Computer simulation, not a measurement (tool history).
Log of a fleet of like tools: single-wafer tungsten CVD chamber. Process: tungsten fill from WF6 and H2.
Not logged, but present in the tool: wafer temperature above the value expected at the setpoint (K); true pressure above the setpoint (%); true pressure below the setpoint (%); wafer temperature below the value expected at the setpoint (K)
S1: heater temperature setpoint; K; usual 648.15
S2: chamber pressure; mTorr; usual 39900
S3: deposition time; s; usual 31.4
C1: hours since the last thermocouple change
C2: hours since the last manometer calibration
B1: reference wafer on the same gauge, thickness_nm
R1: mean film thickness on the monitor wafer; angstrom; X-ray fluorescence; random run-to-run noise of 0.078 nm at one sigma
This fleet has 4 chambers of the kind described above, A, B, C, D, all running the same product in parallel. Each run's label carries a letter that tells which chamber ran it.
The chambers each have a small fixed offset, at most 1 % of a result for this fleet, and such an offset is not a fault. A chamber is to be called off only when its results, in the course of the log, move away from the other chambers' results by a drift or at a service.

run   hour      S1     S2    S3      C1      C2      B1      R1
 1B    4.3  648.15  39900  31.4   401.1  1686.3  53.006  639.76
 2D    9.6  648.15  39900  31.4   455.6    95.5  53.024  643.20
 3C   16.5  648.15  39900  31.4  1185.0  1946.3  53.027  638.27
 4A   22.3  648.15  39900  31.4  1253.7   993.2  53.036  640.61
 5C   29.4  648.15  39900  26.7  1197.9  1959.2  53.042  542.47
 6D   32.9  648.15  39900  26.7   478.9   118.8  53.037  547.74
 7B   39.8  648.15  39900  26.7   436.6  1721.8  53.035  543.58
 8A   44.2  648.15  39900  26.7  1275.6  1015.1  53.057  544.06
 9D   48.7  648.15  39900  31.4   494.7   134.6  53.070  644.72
10C   52.7  648.15  39900  31.4  1221.2  1982.5  53.063  638.23
11A   59.0  648.15  49000  25.6  1290.4  1029.9  53.083  573.39
12B   65.0  648.15  49000  25.6   461.8  1747.0  53.085  573.83
13A   71.1  648.15  49000  25.6  1302.5  1042.0  53.090  572.23
14B   74.7  648.15  49000  25.6   471.5  1756.7  53.084  575.48
15C   79.4  648.15  39900  31.4  1247.9  2009.2  53.104  639.65
16D   85.8  648.15  39900  31.4   531.8   171.7  53.111  645.24
17C   89.4  648.15  39900  31.4  1257.9  2019.2  53.107  638.95
18B   94.8  648.15  39900  31.4   491.6  1776.8  53.113  641.21
19D   99.0  648.15  39900  31.4   545.0   184.9  53.096  645.08
20A  102.8  662.15  39900  31.4  1334.2  1073.7  53.142  848.80
21D  108.2  662.15  39900  31.4   554.2   194.1  53.151  851.68
22B  113.3  662.15  39900  31.4   510.1  1795.3  53.131  848.32
23A  116.7  662.15  39900  31.4  1348.1  1087.6  53.151  848.73
24C  120.1  642.15  35800  31.4  1288.6  2049.9  53.135  536.99
25D  126.1  642.15  35800  31.4   572.1   212.0  53.155  540.86
26B  131.2  642.15  35800  31.4   528.0  1813.2  53.176  538.19
27C  134.5  642.15  35800  31.4  1303.0  2064.3  53.168  538.15
28A  137.9  648.15  39900  31.4  1369.3  1108.8  53.190  640.16
29A  141.8  648.15  39900  31.4  1373.2  1112.7  53.177  641.17
30C  147.6  648.15  39900  31.4  1316.1  2077.4  53.191  639.21
31B  153.2  648.15  39900  31.4   550.0  1835.2  53.173  641.70
32D  156.5  648.15  39900  31.4   602.5   242.4  53.194  646.88
33B  160.9  648.15  39900  31.4   557.7  1842.9  53.191  641.29
34A  166.3  648.15  39900  31.4  1397.7  1137.2  53.214  641.63
     166.7  -- chamber B: capacitance manometer re-zeroed and calibrated
35D  173.0  648.15  39900  31.4   619.0   258.9  53.225  645.53
36C  180.4  648.15  39900  31.4  1348.9  2110.2  53.226  640.69
37D  184.3  648.15  39900  31.4   630.3   270.2  53.234  646.00
38A  190.5  648.15  39900  31.4  1421.9  1161.4  53.243  641.47
39C  195.3  648.15  39900  31.4  1363.8  2125.1  53.223  640.49
40B  201.2  648.15  39900  31.4   598.0    34.6  53.262  643.31
41A  205.5  648.15  39900  31.4  1436.9  1176.4  53.260  642.85

Does one chamber stand apart from the rest, does the shared gauge drift, or is all well apart from small per-chamber offsets? Give the chamber and the most likely cause, where there is one.

It is the gauge, not a chamber: its drift shows up in every chamber's results at once, and no chamber is off.
Likeliest cause: gauge reads high (%) = 0.503.

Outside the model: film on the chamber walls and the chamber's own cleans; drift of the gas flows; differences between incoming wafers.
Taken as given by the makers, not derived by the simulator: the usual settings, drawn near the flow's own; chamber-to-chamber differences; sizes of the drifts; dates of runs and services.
